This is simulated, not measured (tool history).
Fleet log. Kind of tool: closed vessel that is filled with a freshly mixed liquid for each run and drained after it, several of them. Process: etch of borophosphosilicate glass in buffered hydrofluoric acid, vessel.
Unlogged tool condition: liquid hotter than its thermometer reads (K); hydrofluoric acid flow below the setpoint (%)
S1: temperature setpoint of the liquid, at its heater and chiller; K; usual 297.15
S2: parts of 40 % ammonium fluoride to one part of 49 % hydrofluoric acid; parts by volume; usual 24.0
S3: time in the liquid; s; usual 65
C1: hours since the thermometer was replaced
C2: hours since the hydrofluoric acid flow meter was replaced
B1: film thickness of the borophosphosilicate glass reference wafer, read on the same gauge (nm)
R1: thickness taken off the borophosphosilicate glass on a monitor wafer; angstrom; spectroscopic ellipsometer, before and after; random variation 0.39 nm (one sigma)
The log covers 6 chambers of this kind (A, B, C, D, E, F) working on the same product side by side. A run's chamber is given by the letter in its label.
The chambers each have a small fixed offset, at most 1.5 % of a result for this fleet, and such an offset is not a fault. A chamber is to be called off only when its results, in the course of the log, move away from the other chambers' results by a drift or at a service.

run	hour	S1	S2	S3	C1	C2	B1	R1
1A	11.8	297.15	24.0	65	84.6	152.3	150.01	544.23
2B	19.0	297.15	24.0	65	195.2	477.9	150.01	541.74
3D	26.5	297.15	24.0	65	1692.1	405.3	150.00	534.18
4E	33.3	297.15	24.0	65	475.6	115.0	150.04	538.88
5C	46.4	297.15	24.0	65	91.2	678.0	150.01	542.46
6F	58.7	297.15	24.0	65	1529.6	716.1	150.00	533.79
7E	69.7	297.15	24.0	35	512.0	151.4	150.01	290.93
8B	77.7	297.15	24.0	35	253.9	536.6	150.02	293.81
9C	88.7	297.15	24.0	35	133.5	720.3	149.99	294.52
10F	95.6	297.15	24.0	35	1566.5	753.0	149.99	289.87
11D	109.8	297.15	24.0	35	1775.4	488.6	149.99	287.83
12A	117.1	297.15	24.0	35	189.9	257.6	149.96	292.05
13F	125.0	297.15	24.0	65	1595.9	782.4	149.99	540.06
14C	137.8	297.15	24.0	65	182.6	769.4	150.00	539.34
15D	151.7	297.15	24.0	65	1817.3	530.5	149.98	536.08
16B	159.0	297.15	24.0	65	335.2	617.9	150.01	546.01
17A	172.9	297.15	24.0	65	245.7	313.4	150.01	549.69
18E	181.1	297.15	24.0	65	623.4	262.8	150.01	541.08
19A	194.0	297.15	27.5	65	266.8	334.5	150.01	498.27
20D	208.4	297.15	27.5	65	1874.0	587.2	149.97	486.56
21E	218.1	297.15	27.5	65	660.4	299.8	150.00	497.71
22F	231.6	297.15	27.5	65	1702.5	889.0	150.04	496.78
23C	244.2	297.15	27.5	65	289.0	875.8	150.00	491.61
24B	252.3	297.15	27.5	65	428.5	711.2	150.01	491.19
25B	264.1	299.65	30.0	65	440.3	723.0	150.02	537.74
26C	273.3	299.65	30.0	65	318.1	904.9	149.97	529.79
27F	285.2	299.65	30.0	65	1756.1	942.6	150.01	534.63
# hour 293.4: chamber C: hydrofluoric acid flow meter replaced
28A	294.1	299.65	30.0	65	366.9	434.6	149.99	537.97
29E	303.6	299.65	30.0	65	745.9	385.3	149.99	528.67
30D	314.5	299.65	30.0	65	1980.1	693.3	150.01	526.38
31A	323.1	297.15	24.0	65	395.9	463.6	150.00	543.77
32F	329.9	297.15	24.0	65	1800.8	987.3	149.98	538.41
33B	343.3	297.15	24.0	65	519.5	802.2	149.98	537.18
34E	356.9	297.15	24.0	65	799.2	438.6	150.01	541.90
35C	370.1	297.15	24.0	65	414.9	76.8	150.00	542.12
36D	383.7	297.15	24.0	35	2049.3	762.5	150.01	289.24

What goes on in this fleet: one chamber off, a drifting gauge, or nothing beyond the chambers' own small offsets? Name the chamber and the cause, if any.

Beyond each chamber's small constant offset nothing stands out, and the gauge stays steady.
